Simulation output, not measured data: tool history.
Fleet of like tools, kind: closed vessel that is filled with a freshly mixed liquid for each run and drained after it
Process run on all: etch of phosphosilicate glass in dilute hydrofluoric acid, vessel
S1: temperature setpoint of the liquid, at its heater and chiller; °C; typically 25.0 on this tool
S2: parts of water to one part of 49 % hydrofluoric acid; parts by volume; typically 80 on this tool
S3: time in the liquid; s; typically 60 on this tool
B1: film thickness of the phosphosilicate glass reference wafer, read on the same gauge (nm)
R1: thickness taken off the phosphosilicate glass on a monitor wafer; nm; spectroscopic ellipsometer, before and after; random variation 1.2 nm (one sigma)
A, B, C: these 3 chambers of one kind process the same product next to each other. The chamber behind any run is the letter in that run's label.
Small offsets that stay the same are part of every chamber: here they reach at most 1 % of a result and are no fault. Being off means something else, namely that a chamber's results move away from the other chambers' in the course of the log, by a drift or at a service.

{"run": "1A", "hour": 6.5, "S1": 25.0, "S2": 80, "S3": 60, "B1": 89.975, "R1": 159.94}
{"run": "2C", "hour": 14.3, "S1": 25.0, "S2": 80, "S3": 60, "B1": 89.983, "R1": 163.53}
{"run": "3B", "hour": 19.2, "S1": 25.0, "S2": 80, "S3": 60, "B1": 89.968, "R1": 160.86}
{"run": "4C", "hour": 24.0, "S1": 25.0, "S2": 80, "S3": 60, "B1": 90.027, "R1": 159.5}
{"run": "5B", "hour": 30.5, "S1": 25.0, "S2": 80, "S3": 60, "B1": 89.985, "R1": 159.78}
{"run": "6A", "hour": 38.7, "S1": 25.0, "S2": 80, "S3": 60, "B1": 90.006, "R1": 157.18}
{"run": "7A", "hour": 45.1, "S1": 28.0, "S2": 80, "S3": 60, "B1": 89.991, "R1": 177.18}
{"run": "8C", "hour": 52.2, "S1": 28.0, "S2": 80, "S3": 60, "B1": 90.02, "R1": 178.0}
{"run": "9B", "hour": 61.0, "S1": 28.0, "S2": 80, "S3": 60, "B1": 89.983, "R1": 178.72}
{"run": "10C", "hour": 69.7, "S1": 25.0, "S2": 80, "S3": 60, "B1": 90.011, "R1": 159.51}
{"run": "11A", "hour": 78.4, "S1": 25.0, "S2": 80, "S3": 60, "B1": 90.01, "R1": 158.47}
{"run": "12B", "hour": 88.1, "S1": 25.0, "S2": 80, "S3": 60, "B1": 89.978, "R1": 156.53}
{"run": "13B", "hour": 94.0, "S1": 25.0, "S2": 80, "S3": 60, "B1": 90.036, "R1": 154.9}
{"run": "14C", "hour": 102.4, "S1": 25.0, "S2": 80, "S3": 60, "B1": 90.035, "R1": 162.95}
{"run": "15A", "hour": 108.1, "S1": 25.0, "S2": 80, "S3": 60, "B1": 90.045, "R1": 157.26}
{"run": "16A", "hour": 113.2, "S1": 22.5, "S2": 45, "S3": 60, "B1": 90.021, "R1": 272.37}
{"run": "17C", "hour": 119.5, "S1": 22.5, "S2": 45, "S3": 60, "B1": 90.011, "R1": 273.55}
{"run": "18B", "hour": 127.1, "S1": 22.5, "S2": 45, "S3": 60, "B1": 90.016, "R1": 249.77}
{"run": "19B", "hour": 136.7, "S1": 29.5, "S2": 110, "S3": 60, "B1": 89.996, "R1": 127.07}
{"run": "20A", "hour": 146.3, "S1": 29.5, "S2": 110, "S3": 60, "B1": 90.007, "R1": 129.97}

Has any chamber moved away from the others, gradually or after a service, or does the common gauge drift, or do the chambers differ only by their own small steady offsets? State the chamber and the most likely cause if one applies.

One chamber, B, drifts off from the rest bit by bit.
What lies behind it: liquid colder than its thermometer reads (K) = 2.05.
With only this log, it may be confused with: hydrofluoric acid flow below the setpoint (%).

Below are 4 candidate recipes for chamber B's next run, each the usual settings with a change, their results shown as question marks. Which of them brings B's results back in line with what the other chambers give on the usual settings?
A result is in line if it is within this distance of the other chambers' mean on the usual settings: R1 4.20 nm
{"run": "21B-1", "hour": 153.5, "S1": 25.0, "S2": 80, "S3": 65, "R1": "?"}
{"run": "21B-2", "hour": 153.5, "S1": 28.5, "S2": 80, "S3": 60, "R1": "?"}
{"run": "21B-3", "hour": 153.5, "S1": 25.0, "S2": 90, "S3": 60, "R1": "?"}
{"run": "21B-4", "hour": 153.5, "S1": 25.0, "S2": 85, "S3": 60, "R1": "?"}

Other chambers, usual settings, mean: R1 159.26 nm
run=21B-1 R1=161.28
run=21B-2 R1=171.09
run=21B-3 R1=130.94
run=21B-4 R1=139.38
21B-1 puts the chamber back in line with the other chambers.

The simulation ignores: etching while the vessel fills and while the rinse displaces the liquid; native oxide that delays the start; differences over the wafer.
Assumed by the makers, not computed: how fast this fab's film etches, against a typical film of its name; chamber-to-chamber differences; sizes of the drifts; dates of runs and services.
